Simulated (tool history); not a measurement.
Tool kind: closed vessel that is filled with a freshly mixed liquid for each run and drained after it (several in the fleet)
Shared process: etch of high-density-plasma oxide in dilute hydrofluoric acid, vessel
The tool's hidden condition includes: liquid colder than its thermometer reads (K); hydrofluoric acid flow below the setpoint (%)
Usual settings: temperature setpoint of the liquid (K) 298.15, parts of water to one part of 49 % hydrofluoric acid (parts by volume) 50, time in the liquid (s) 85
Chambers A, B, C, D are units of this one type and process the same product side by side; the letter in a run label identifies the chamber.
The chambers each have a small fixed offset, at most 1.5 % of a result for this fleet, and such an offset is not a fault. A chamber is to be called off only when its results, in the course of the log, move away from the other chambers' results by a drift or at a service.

run   hour  temperature setpoint of the liquid (K)  parts of water to one part of 49 % hydrofluoric acid (parts by volume)  time in the liquid (s)  hours since the thermometer was replaced  hours since the hydrofluoric acid flow meter was replaced  read-back film thickness of the high-density-plasma oxide reference wafer, read on the same gauge (nm)  thickness taken off the high-density-plasma oxide on a monitor wafer (nm)
 1D   11.6                                  298.15                                                                      50                      85                                    1655.4                                                      808.4                                                                                                  110.01                                                                     9.4628
 2B   24.4                                  298.15                                                                      50                      85                                    1392.2                                                      491.9                                                                                                     110                                                                     9.6506
 3C   34.5                                  298.15                                                                      50                      85                                     959.4                                                      663.9                                                                                                  110.01                                                                     9.7807
 4A     44                                  298.15                                                                      50                      85                                     459.4                                                      426.4                                                                                                  109.95                                                                     9.4584
 5A   51.4                                  298.15                                                                      50                      85                                     466.8                                                      433.8                                                                                                  110.02                                                                     9.6936
 6B   64.2                                  298.15                                                                      50                      85                                      1432                                                      531.7                                                                                                  109.98                                                                     9.6734
      71.7  -- chamber B: hydrofluoric acid flow meter replaced
 7C   76.6                                  298.15                                                                      50                      85                                    1001.5                                                        706                                                                                                  109.98                                                                     9.7686
 8D   91.7                                  298.15                                                                      50                      85                                    1735.5                                                      888.5                                                                                                     110                                                                     9.5438
     102.2  -- chamber B: thermometer replaced
 9A    106                                  298.15                                                                      50                      85                                     521.4                                                      488.4                                                                                                  110.04                                                                     9.5138
10D  118.6                                  298.15                                                                      50                      85                                    1762.4                                                      915.4                                                                                                  109.99                                                                     9.3555
11B  129.6                                  298.15                                                                      50                      85                                      27.5                                                       57.9                                                                                                     110                                                                     9.6868
12C  143.1                                  298.15                                                                      50                      85                                      1068                                                      772.5                                                                                                  110.01                                                                     9.6368
13B  150.7                                  298.15                                                                      50                      85                                      48.6                                                         79                                                                                                  110.01                                                                     9.5134
14D    158                                  298.15                                                                      50                      85                                    1801.8                                                      954.8                                                                                                  109.99                                                                     9.5275
15C  173.2                                  298.15                                                                      50                      85                                    1098.1                                                      802.6                                                                                                  110.02                                                                     9.6903
16A  186.9                                  298.15                                                                      50                      85                                     602.3                                                      569.3                                                                                                     110                                                                     9.1175
17A  194.1                                  298.15                                                                      50                      85                                     609.5                                                      576.5                                                                                                     110                                                                      8.918
18B  203.4                                  298.15                                                                      50                      85                                     101.3                                                      131.7                                                                                                  109.99                                                                     9.7427
       214  -- chamber D: hydrofluoric acid flow meter replaced
19C    218                                  298.15                                                                      50                      85                                    1142.9                                                      847.4                                                                                                  109.99                                                                     9.7036
20D  231.8                                  298.15                                                                      50                      85                                    1875.6                                                       17.8                                                                                                  110.02                                                                     9.5686
21D  241.7                                  298.15                                                                      50                      65                                    1885.5                                                       27.7                                                                                                  109.98                                                                      7.299
22A  254.5                                  298.15                                                                      50                      65                                     669.9                                                      636.9                                                                                                  110.04                                                                     6.7258
23C    269                                  298.15                                                                      50                      65                                    1193.9                                                      898.4                                                                                                     110                                                                     7.5018
24B  276.9                                  298.15                                                                      50                      65                                     174.8                                                      205.2                                                                                                  109.99                                                                     7.3906
25C  285.4                                  298.15                                                                      60                      65                                    1210.3                                                      914.8                                                                                                  109.99                                                                     6.1046
26A  299.6                                  298.15                                                                      60                      65                                       715                                                        682                                                                                                  109.97                                                                     5.4295

What goes on in this fleet: one chamber off, a drifting gauge, or nothing beyond the chambers' own small offsets? Name the chamber and the cause, if any.

Chamber A drifts away from the others.
Most likely cause: hydrofluoric acid flow below the setpoint (%) = 10.2.
The log may not tell that from: liquid colder than its thermometer reads (K).

Below are 4 candidate recipes for chamber A's next run, each the usual settings with a change, their results shown as question marks. Which of them brings A's results back in line with what the other chambers give on the usual settings?
To be in line, a result may differ from the other chambers' mean on the usual settings by at most: thickness taken off the high-density-plasma oxide on a monitor wafer (nm) 0.27
27A-1  310.8                                  298.15                                                                      50                      90                                                                                                                                                                                                                                                                                       ?
27A-2  310.8                                  298.15                                                                      55                      85                                                                                                                                                                                                                                                                                       ?
27A-3  310.8                                  298.15                                                                      50                      80                                                                                                                                                                                                                                                                                       ?
27A-4  310.8                                  298.15                                                                      50                      95                                                                                                                                                                                                                                                                                       ?

Mean of the other chambers on the usual settings: thickness taken off the high-density-plasma oxide on a monitor wafer (nm) 9.5988
  run  thickness taken off the high-density-plasma oxide on a monitor wafer (nm)
27A-1                                                                      9.134
27A-2                                                                     7.7712
27A-3                                                                     8.1191
27A-4                                                                     9.6414
27A-4 puts the chamber back in line with the other chambers.
